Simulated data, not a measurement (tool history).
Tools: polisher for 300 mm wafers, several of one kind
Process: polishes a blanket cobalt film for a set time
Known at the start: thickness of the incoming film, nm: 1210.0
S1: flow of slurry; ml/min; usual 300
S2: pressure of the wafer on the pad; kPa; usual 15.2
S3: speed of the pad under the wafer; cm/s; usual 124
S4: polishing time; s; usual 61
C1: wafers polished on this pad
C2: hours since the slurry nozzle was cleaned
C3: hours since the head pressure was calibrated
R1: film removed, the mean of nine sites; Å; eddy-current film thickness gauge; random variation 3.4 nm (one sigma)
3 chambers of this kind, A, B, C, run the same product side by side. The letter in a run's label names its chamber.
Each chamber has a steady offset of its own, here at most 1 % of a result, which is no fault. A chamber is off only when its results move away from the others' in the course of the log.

run 1C hour=4.5 | S1=300 S2=15.2 S3=124 S4=61 | C1=772 C2=130.1 C3=520.1 | R1=4712.7
run 2A hour=9.3 | S1=300 S2=15.2 S3=124 S4=61 | C1=451 C2=363.0 C3=257.4 | R1=4750.9
run 3B hour=14.2 | S1=300 S2=15.2 S3=124 S4=61 | C1=213 C2=240.2 C3=504.4 | R1=4725.9
run 4A hour=18.0 | S1=300 S2=15.2 S3=124 S4=61 | C1=516 C2=371.7 C3=266.1 | R1=4823.5
run 5B hour=22.3 | S1=300 S2=15.2 S3=124 S4=61 | C1=273 C2=248.3 C3=512.5 | R1=4688.8
run 6C hour=28.0 | S1=300 S2=15.2 S3=124 S4=61 | C1=948 C2=153.6 C3=543.6 | R1=4747.7
-- hour=28.5 chamber B: slurry nozzle cleaned
run 7A hour=32.1 | S1=300 S2=15.2 S3=124 S4=61 | C1=622 C2=385.8 C3=280.2 | R1=4768.5
-- hour=33.5 chamber C: worn pad replaced by a new one
run 8B hour=37.2 | S1=300 S2=15.2 S3=124 S4=61 | C1=385 C2=8.7 C3=527.4 | R1=4739.0
run 9C hour=41.8 | S1=300 S2=15.2 S3=124 S4=61 | C1=62 C2=167.4 C3=557.4 | R1=4659.1
run 10B hour=47.5 | S1=300 S2=15.2 S3=124 S4=61 | C1=463 C2=19.0 C3=537.7 | R1=4752.3
run 11C hour=51.4 | S1=300 S2=15.2 S3=124 S4=61 | C1=134 C2=177.0 C3=567.0 | R1=4672.2
run 12A hour=55.6 | S1=300 S2=15.2 S3=124 S4=61 | C1=799 C2=409.3 C3=303.7 | R1=4777.6
run 13C hour=60.8 | S1=300 S2=15.2 S3=124 S4=61 | C1=205 C2=186.4 C3=576.4 | R1=4730.0
run 14A hour=66.3 | S1=300 S2=15.2 S3=124 S4=61 | C1=879 C2=420.0 C3=314.4 | R1=4658.6
run 15B hour=70.7 | S1=300 S2=15.2 S3=124 S4=61 | C1=637 C2=42.2 C3=560.9 | R1=4673.3
run 16B hour=74.0 | S1=400 S2=20.0 S3=124 S4=61 | C1=662 C2=45.5 C3=564.2 | R1=6330.1
run 17C hour=80.0 | S1=400 S2=20.0 S3=124 S4=61 | C1=349 C2=205.6 C3=595.6 | R1=6361.8
run 18A hour=84.6 | S1=400 S2=20.0 S3=124 S4=61 | C1=1016 C2=438.3 C3=332.7 | R1=6331.0
run 19B hour=88.3 | S1=300 S2=15.2 S3=124 S4=61 | C1=769 C2=59.8 C3=578.5 | R1=4698.1
run 20C hour=93.6 | S1=300 S2=15.2 S3=124 S4=61 | C1=451 C2=219.2 C3=609.2 | R1=4764.7
run 21A hour=98.6 | S1=300 S2=15.2 S3=124 S4=61 | C1=1122 C2=452.3 C3=346.7 | R1=4667.9
run 22C hour=104.3 | S1=300 S2=15.2 S3=124 S4=61 | C1=531 C2=229.9 C3=619.9 | R1=4698.2
run 23B hour=107.1 | S1=300 S2=15.2 S3=124 S4=61 | C1=910 C2=78.6 C3=597.3 | R1=4670.9
run 24A hour=111.5 | S1=255 S2=19.3 S3=124 S4=61 | C1=1218 C2=465.2 C3=359.6 | R1=6034.9
run 25C hour=115.0 | S1=255 S2=19.3 S3=124 S4=61 | C1=612 C2=240.6 C3=630.6 | R1=5925.0
run 26B hour=120.3 | S1=255 S2=19.3 S3=124 S4=61 | C1=1009 C2=91.8 C3=610.5 | R1=5936.1
run 27A hour=123.8 | S1=300 S2=15.2 S3=124 S4=61 | C1=1311 C2=477.5 C3=371.9 | R1=4727.2
-- hour=125.5 chamber B: worn pad replaced by a new one
run 28A hour=129.6 | S1=300 S2=15.2 S3=124 S4=61 | C1=1354 C2=483.3 C3=377.7 | R1=4794.8
run 29B hour=133.2 | S1=300 S2=15.2 S3=124 S4=61 | C1=58 C2=104.7 C3=623.4 | R1=4682.3
run 30C hour=137.7 | S1=300 S2=15.2 S3=124 S4=61 | C1=782 C2=263.3 C3=653.3 | R1=4679.4
run 31B hour=140.9 | S1=300 S2=15.2 S3=124 S4=61 | C1=115 C2=112.4 C3=631.1 | R1=4665.2
run 32C hour=144.8 | S1=300 S2=15.2 S3=124 S4=61 | C1=836 C2=270.4 C3=660.4 | R1=4705.4
run 33A hour=148.8 | S1=300 S2=15.2 S3=124 S4=61 | C1=1499 C2=502.5 C3=396.9 | R1=4670.7
run 34A hour=153.8 | S1=300 S2=15.2 S3=124 S4=61 | C1=1536 C2=507.5 C3=401.9 | R1=4790.8
run 35C hour=158.2 | S1=300 S2=15.2 S3=124 S4=61 | C1=936 C2=283.8 C3=673.8 | R1=4709.2
run 36B hour=161.4 | S1=300 S2=18.6 S3=124 S4=73 | C1=269 C2=132.9 C3=651.6 | R1=6801.9
-- hour=164.0 chamber A: worn pad replaced by a new one
-- hour=164.6 chamber A: slurry nozzle cleaned
run 37B hour=165.8 | S1=300 S2=18.6 S3=124 S4=73 | C1=302 C2=137.3 C3=656.0 | R1=6942.6
run 38C hour=169.0 | S1=300 S2=18.6 S3=124 S4=73 | C1=1017 C2=294.6 C3=684.6 | R1=6951.2
run 39A hour=174.6 | S1=300 S2=15.2 S3=124 S4=61 | C1=79 C2=10.1 C3=422.7 | R1=4743.2
run 40C hour=180.2 | S1=300 S2=15.2 S3=124 S4=61 | C1=1101 C2=305.8 C3=695.8 | R1=4708.2

Next, every chamber runs the same settings. What will each give?
run 41A hour=184.6 | S1=300 S2=11.0 S3=124 S4=61 | R1=?
run 41B hour=184.6 | S1=300 S2=11.0 S3=124 S4=61 | R1=?
run 41C hour=184.6 | S1=300 S2=11.0 S3=124 S4=61 | R1=?

run=41A R1=3426.0
run=41B R1=3455.7
run=41C R1=3392.6

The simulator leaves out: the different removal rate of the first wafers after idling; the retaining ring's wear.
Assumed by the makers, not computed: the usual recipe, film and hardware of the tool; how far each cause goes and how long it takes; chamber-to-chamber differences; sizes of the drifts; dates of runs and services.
